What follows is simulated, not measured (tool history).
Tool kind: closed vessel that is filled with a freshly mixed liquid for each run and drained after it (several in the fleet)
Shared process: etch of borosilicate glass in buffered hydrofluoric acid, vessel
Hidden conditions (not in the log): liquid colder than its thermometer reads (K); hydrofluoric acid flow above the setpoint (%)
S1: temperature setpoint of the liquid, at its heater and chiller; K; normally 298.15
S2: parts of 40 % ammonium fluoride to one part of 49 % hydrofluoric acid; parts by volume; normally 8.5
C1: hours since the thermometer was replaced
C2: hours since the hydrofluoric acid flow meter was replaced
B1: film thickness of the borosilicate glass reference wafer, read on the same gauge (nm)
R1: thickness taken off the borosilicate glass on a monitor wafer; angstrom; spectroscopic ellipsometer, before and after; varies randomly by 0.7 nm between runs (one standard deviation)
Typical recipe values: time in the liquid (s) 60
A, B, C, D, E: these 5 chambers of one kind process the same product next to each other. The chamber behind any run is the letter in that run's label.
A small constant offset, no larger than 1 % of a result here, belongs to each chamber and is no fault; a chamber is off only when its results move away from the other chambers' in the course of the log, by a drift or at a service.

run 1A day=0.371 | S1=298.15 S2=8.5 time_in_the_liquid_(s)=60 | C1=1412.0 C2=508.1 | B1=139.98 | R1=889.08
run 2B day=0.904 | S1=298.15 S2=8.5 time_in_the_liquid_(s)=60 | C1=871.7 C2=1676.4 | B1=139.99 | R1=911.28
run 3D day=1.292 | S1=298.15 S2=8.5 time_in_the_liquid_(s)=60 | C1=481.1 C2=744.8 | B1=140.03 | R1=897.51
run 4E day=1.604 | S1=298.15 S2=8.5 time_in_the_liquid_(s)=60 | C1=475.1 C2=934.3 | B1=140.04 | R1=894.18
run 5C day=1.942 | S1=298.15 S2=8.5 time_in_the_liquid_(s)=60 | C1=1525.1 C2=1424.7 | B1=140.00 | R1=891.37
run 6E day=2.375 | S1=298.15 S2=8.5 time_in_the_liquid_(s)=60 | C1=493.6 C2=952.8 | B1=139.98 | R1=896.50
run 7B day=2.921 | S1=298.15 S2=8.5 time_in_the_liquid_(s)=60 | C1=920.1 C2=1724.8 | B1=139.98 | R1=898.13
run 8C day=3.179 | S1=298.15 S2=8.5 time_in_the_liquid_(s)=60 | C1=1554.8 C2=1454.4 | B1=139.96 | R1=876.80
-- day=3.421 chamber C: hydrofluoric acid flow meter replaced
run 9A day=3.504 | S1=298.15 S2=8.5 time_in_the_liquid_(s)=60 | C1=1487.2 C2=583.3 | B1=139.99 | R1=881.31
run 10D day=3.804 | S1=298.15 S2=8.5 time_in_the_liquid_(s)=60 | C1=541.4 C2=805.1 | B1=140.04 | R1=890.33
run 11D day=4.254 | S1=298.15 S2=8.5 time_in_the_liquid_(s)=60 | C1=552.2 C2=815.9 | B1=139.97 | R1=901.87
run 12B day=4.750 | S1=298.15 S2=8.5 time_in_the_liquid_(s)=60 | C1=964.0 C2=1768.7 | B1=140.02 | R1=905.34
run 13C day=5.071 | S1=298.15 S2=8.5 time_in_the_liquid_(s)=60 | C1=1600.2 C2=39.6 | B1=140.02 | R1=888.15
run 14A day=5.554 | S1=298.15 S2=8.5 time_in_the_liquid_(s)=70 | C1=1536.4 C2=632.5 | B1=140.00 | R1=1028.30
run 15E day=6.100 | S1=298.15 S2=8.5 time_in_the_liquid_(s)=70 | C1=583.0 C2=1042.2 | B1=139.99 | R1=1018.00
run 16C day=6.512 | S1=298.15 S2=8.5 time_in_the_liquid_(s)=70 | C1=1634.8 C2=74.2 | B1=140.01 | R1=1031.30
run 17A day=6.754 | S1=298.15 S2=8.5 time_in_the_liquid_(s)=70 | C1=1565.2 C2=661.3 | B1=140.02 | R1=1034.20
run 18B day=7.108 | S1=298.15 S2=8.5 time_in_the_liquid_(s)=70 | C1=1020.6 C2=1825.3 | B1=139.98 | R1=1046.30
-- day=7.217 chamber D: hydrofluoric acid flow meter replaced
run 19D day=7.425 | S1=298.15 S2=8.5 time_in_the_liquid_(s)=60 | C1=628.3 C2=5.0 | B1=140.02 | R1=887.30
run 20E day=7.833 | S1=298.15 S2=8.5 time_in_the_liquid_(s)=60 | C1=624.6 C2=1083.8 | B1=139.97 | R1=857.12
run 21E day=8.288 | S1=298.15 S2=8.5 time_in_the_liquid_(s)=60 | C1=635.5 C2=1094.7 | B1=140.01 | R1=842.97
run 22D day=8.700 | S1=298.15 S2=8.5 time_in_the_liquid_(s)=60 | C1=658.9 C2=35.6 | B1=139.98 | R1=894.07
run 23A day=9.221 | S1=298.15 S2=8.5 time_in_the_liquid_(s)=60 | C1=1624.4 C2=720.5 | B1=139.99 | R1=900.69
run 24B day=9.529 | S1=298.15 S2=8.5 time_in_the_liquid_(s)=60 | C1=1078.7 C2=1883.4 | B1=140.00 | R1=907.16
-- day=9.629 chamber A: hydrofluoric acid flow meter replaced
run 25C day=10.083 | S1=298.15 S2=5.5 time_in_the_liquid_(s)=60 | C1=1720.5 C2=159.9 | B1=140.03 | R1=1356.90
run 26D day=10.546 | S1=298.15 S2=5.5 time_in_the_liquid_(s)=60 | C1=703.2 C2=79.9 | B1=139.97 | R1=1372.30
run 27A day=10.979 | S1=298.15 S2=5.5 time_in_the_liquid_(s)=60 | C1=1666.6 C2=32.5 | B1=139.99 | R1=1354.00
run 28B day=11.392 | S1=298.15 S2=5.5 time_in_the_liquid_(s)=60 | C1=1123.4 C2=1928.1 | B1=140.00 | R1=1397.10
run 29E day=11.683 | S1=298.15 S2=5.5 time_in_the_liquid_(s)=60 | C1=717.0 C2=1176.2 | B1=139.97 | R1=1269.60
run 30C day=11.992 | S1=294.15 S2=8.5 time_in_the_liquid_(s)=35 | C1=1766.3 C2=205.7 | B1=139.97 | R1=419.03
run 31A day=12.325 | S1=294.15 S2=8.5 time_in_the_liquid_(s)=35 | C1=1698.9 C2=64.8 | B1=139.99 | R1=422.15

All chambers now run identical settings, listed one chamber a line with results as question marks. What results will each chamber show?
run 32A day=12.729 | S1=298.15 S2=8.5 time_in_the_liquid_(s)=45 | R1=?
run 32B day=12.729 | S1=298.15 S2=8.5 time_in_the_liquid_(s)=45 | R1=?
run 32C day=12.729 | S1=298.15 S2=8.5 time_in_the_liquid_(s)=45 | R1=?
run 32D day=12.729 | S1=298.15 S2=8.5 time_in_the_liquid_(s)=45 | R1=?
run 32E day=12.729 | S1=298.15 S2=8.5 time_in_the_liquid_(s)=45 | R1=?

run=32A R1=664.89
run=32B R1=687.96
run=32C R1=659.34
run=32D R1=668.87
run=32E R1=622.46
